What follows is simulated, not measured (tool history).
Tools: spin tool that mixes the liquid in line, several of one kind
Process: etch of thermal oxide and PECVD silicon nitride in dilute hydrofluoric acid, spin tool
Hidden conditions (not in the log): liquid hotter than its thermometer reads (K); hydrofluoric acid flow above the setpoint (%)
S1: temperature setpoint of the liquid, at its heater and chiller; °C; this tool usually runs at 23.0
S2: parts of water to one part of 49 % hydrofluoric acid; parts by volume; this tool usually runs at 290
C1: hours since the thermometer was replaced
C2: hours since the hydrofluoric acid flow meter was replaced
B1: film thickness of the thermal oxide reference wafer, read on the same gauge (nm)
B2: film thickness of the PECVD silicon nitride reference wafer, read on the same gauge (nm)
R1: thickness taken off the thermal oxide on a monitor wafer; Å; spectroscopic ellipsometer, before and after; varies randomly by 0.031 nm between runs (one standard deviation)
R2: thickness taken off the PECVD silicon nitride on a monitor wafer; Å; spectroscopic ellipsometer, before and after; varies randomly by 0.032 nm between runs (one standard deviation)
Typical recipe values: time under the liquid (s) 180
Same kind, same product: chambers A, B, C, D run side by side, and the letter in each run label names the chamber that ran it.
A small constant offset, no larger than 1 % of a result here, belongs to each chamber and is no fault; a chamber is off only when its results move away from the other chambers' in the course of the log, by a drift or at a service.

run 1A hour=8.5 | S1=23.0 S2=290 time_under_the_liquid_(s)=180 | C1=1927.0 C2=483.6 | B1=100.030 B2=110.03 | R1=22.6800 R2=33.404
run 2D hour=20.4 | S1=23.0 S2=290 time_under_the_liquid_(s)=180 | C1=2503.5 C2=424.9 | B1=100.020 B2=110.03 | R1=22.2560 R2=33.562
run 3C hour=29.2 | S1=23.0 S2=290 time_under_the_liquid_(s)=180 | C1=369.3 C2=908.1 | B1=100.030 B2=110.00 | R1=22.1360 R2=33.897
run 4B hour=36.7 | S1=23.0 S2=290 time_under_the_liquid_(s)=180 | C1=321.2 C2=319.4 | B1=99.997 B2=109.99 | R1=22.6650 R2=33.725
-- hour=37.5 chamber D: thermometer replaced
run 5D hour=45.2 | S1=27.5 S2=430 time_under_the_liquid_(s)=180 | C1=7.7 C2=449.7 | B1=100.010 B2=109.98 | R1=15.6090 R2=30.013
run 6B hour=59.3 | S1=27.5 S2=430 time_under_the_liquid_(s)=180 | C1=343.8 C2=342.0 | B1=100.000 B2=109.99 | R1=15.4290 R2=29.408
run 7C hour=68.8 | S1=27.5 S2=430 time_under_the_liquid_(s)=180 | C1=408.9 C2=947.7 | B1=99.996 B2=110.00 | R1=15.4790 R2=29.386
run 8A hour=82.6 | S1=27.5 S2=430 time_under_the_liquid_(s)=180 | C1=2001.1 C2=557.7 | B1=99.998 B2=109.99 | R1=15.1310 R2=29.239
run 9B hour=95.0 | S1=23.0 S2=290 time_under_the_liquid_(s)=180 | C1=379.5 C2=377.7 | B1=100.000 B2=109.99 | R1=22.0500 R2=33.277
run 10C hour=107.9 | S1=23.0 S2=290 time_under_the_liquid_(s)=180 | C1=448.0 C2=986.8 | B1=99.962 B2=109.99 | R1=21.9420 R2=33.406
run 11A hour=119.3 | S1=23.0 S2=290 time_under_the_liquid_(s)=180 | C1=2037.8 C2=594.4 | B1=99.977 B2=110.00 | R1=22.1940 R2=34.163
run 12D hour=129.1 | S1=23.0 S2=290 time_under_the_liquid_(s)=180 | C1=91.6 C2=533.6 | B1=99.970 B2=110.01 | R1=22.1360 R2=33.606
run 13A hour=138.4 | S1=23.0 S2=375 time_under_the_liquid_(s)=180 | C1=2056.9 C2=613.5 | B1=100.030 B2=109.99 | R1=16.0990 R2=26.472
run 14C hour=151.3 | S1=23.0 S2=375 time_under_the_liquid_(s)=180 | C1=491.4 C2=1030.2 | B1=99.981 B2=110.01 | R1=15.7990 R2=26.018
run 15B hour=161.4 | S1=23.0 S2=375 time_under_the_liquid_(s)=180 | C1=445.9 C2=444.1 | B1=99.984 B2=110.00 | R1=16.1730 R2=26.195
run 16D hour=174.5 | S1=23.0 S2=375 time_under_the_liquid_(s)=180 | C1=137.0 C2=579.0 | B1=99.989 B2=109.98 | R1=16.0760 R2=25.782
run 17A hour=184.2 | S1=19.0 S2=290 time_under_the_liquid_(s)=180 | C1=2102.7 C2=659.3 | B1=99.990 B2=110.01 | R1=19.4120 R2=26.458
run 18B hour=199.1 | S1=19.0 S2=290 time_under_the_liquid_(s)=180 | C1=483.6 C2=481.8 | B1=99.995 B2=110.01 | R1=19.4050 R2=25.927
run 19D hour=207.5 | S1=19.0 S2=290 time_under_the_liquid_(s)=180 | C1=170.0 C2=612.0 | B1=99.990 B2=109.97 | R1=19.2900 R2=26.444
run 20C hour=221.7 | S1=19.0 S2=290 time_under_the_liquid_(s)=180 | C1=561.8 C2=1100.6 | B1=99.974 B2=109.99 | R1=20.1880 R2=26.928
run 21D hour=233.6 | S1=18.5 S2=290 time_under_the_liquid_(s)=90 | C1=196.1 C2=638.1 | B1=99.983 B2=110.00 | R1=9.3081 R2=12.867
-- hour=243.2 chamber D: hydrofluoric acid flow meter replaced
run 22A hour=246.9 | S1=18.5 S2=290 time_under_the_liquid_(s)=90 | C1=2165.4 C2=722.0 | B1=100.010 B2=110.00 | R1=9.4535 R2=12.508
run 23B hour=256.0 | S1=18.5 S2=290 time_under_the_liquid_(s)=90 | C1=540.5 C2=538.7 | B1=99.954 B2=109.99 | R1=9.3550 R2=12.591
-- hour=257.1 chamber A: thermometer replaced
run 24C hour=266.6 | S1=18.5 S2=290 time_under_the_liquid_(s)=90 | C1=606.7 C2=1145.5 | B1=99.983 B2=110.02 | R1=9.9914 R2=13.364
run 25D hour=277.9 | S1=21.0 S2=290 time_under_the_liquid_(s)=115 | C1=240.4 C2=34.7 | B1=99.992 B2=110.03 | R1=13.0200 R2=18.701
run 26A hour=284.7 | S1=21.0 S2=290 time_under_the_liquid_(s)=115 | C1=27.7 C2=759.8 | B1=100.020 B2=110.00 | R1=13.6030 R2=18.792
run 27C hour=293.1 | S1=21.0 S2=290 time_under_the_liquid_(s)=115 | C1=633.2 C2=1172.0 | B1=100.000 B2=110.00 | R1=13.9320 R2=20.175
run 28B hour=302.5 | S1=21.0 S2=290 time_under_the_liquid_(s)=115 | C1=587.0 C2=585.2 | B1=99.995 B2=110.02 | R1=13.3620 R2=19.061
run 29D hour=311.2 | S1=23.0 S2=290 time_under_the_liquid_(s)=180 | C1=273.7 C2=68.0 | B1=99.998 B2=110.00 | R1=21.7890 R2=33.485
run 30A hour=317.9 | S1=23.0 S2=290 time_under_the_liquid_(s)=180 | C1=60.9 C2=793.0 | B1=99.997 B2=110.00 | R1=22.2960 R2=33.698
run 31C hour=328.5 | S1=19.0 S2=150 time_under_the_liquid_(s)=180 | C1=668.6 C2=1207.4 | B1=100.010 B2=109.97 | R1=44.7080 R2=51.766
run 32B hour=335.6 | S1=19.0 S2=150 time_under_the_liquid_(s)=180 | C1=620.1 C2=618.3 | B1=99.990 B2=110.01 | R1=41.8940 R2=48.354
run 33A hour=349.0 | S1=19.0 S2=150 time_under_the_liquid_(s)=180 | C1=92.0 C2=824.1 | B1=100.020 B2=110.01 | R1=44.3890 R2=51.272

One chamber off, gauge drift, or nothing amiss beyond the chambers' own small offsets? If it is a chamber, which one, and what is the likeliest cause?

It is chamber C that slowly wanders off from its peers.
Likeliest cause: hydrofluoric acid flow above the setpoint (%) = 8.44.

Chamber C could run next with any of the 4 candidate recipes listed below; each alters the usual settings, and their results appear as question marks. Which one brings its results back in line with what the other chambers deliver on the usual settings?
In-line tolerance around the mean of the other chambers on the usual settings: R1 1.1000 Å; R2 1.100 Å
run 34C-1 hour=360.1 | S1=23.0 S2=295 time_under_the_liquid_(s)=180 | R1=? R2=?
run 34C-2 hour=360.1 | S1=23.0 S2=305 time_under_the_liquid_(s)=175 | R1=? R2=?
run 34C-3 hour=360.1 | S1=23.0 S2=275 time_under_the_liquid_(s)=185 | R1=? R2=?
run 34C-4 hour=360.1 | S1=23.0 S2=285 time_under_the_liquid_(s)=180 | R1=? R2=?

What the other chambers average on the usual settings: R1 22.2930 Å; R2 33.501 Å
run=34C-1 R1=23.8550 R2=35.825
run=34C-2 R1=22.2350 R2=33.710
run=34C-3 R1=26.7710 R2=39.442
run=34C-4 R1=24.9100 R2=37.055
Change 34C-2 lands the chamber within the allowed miss of the other chambers.

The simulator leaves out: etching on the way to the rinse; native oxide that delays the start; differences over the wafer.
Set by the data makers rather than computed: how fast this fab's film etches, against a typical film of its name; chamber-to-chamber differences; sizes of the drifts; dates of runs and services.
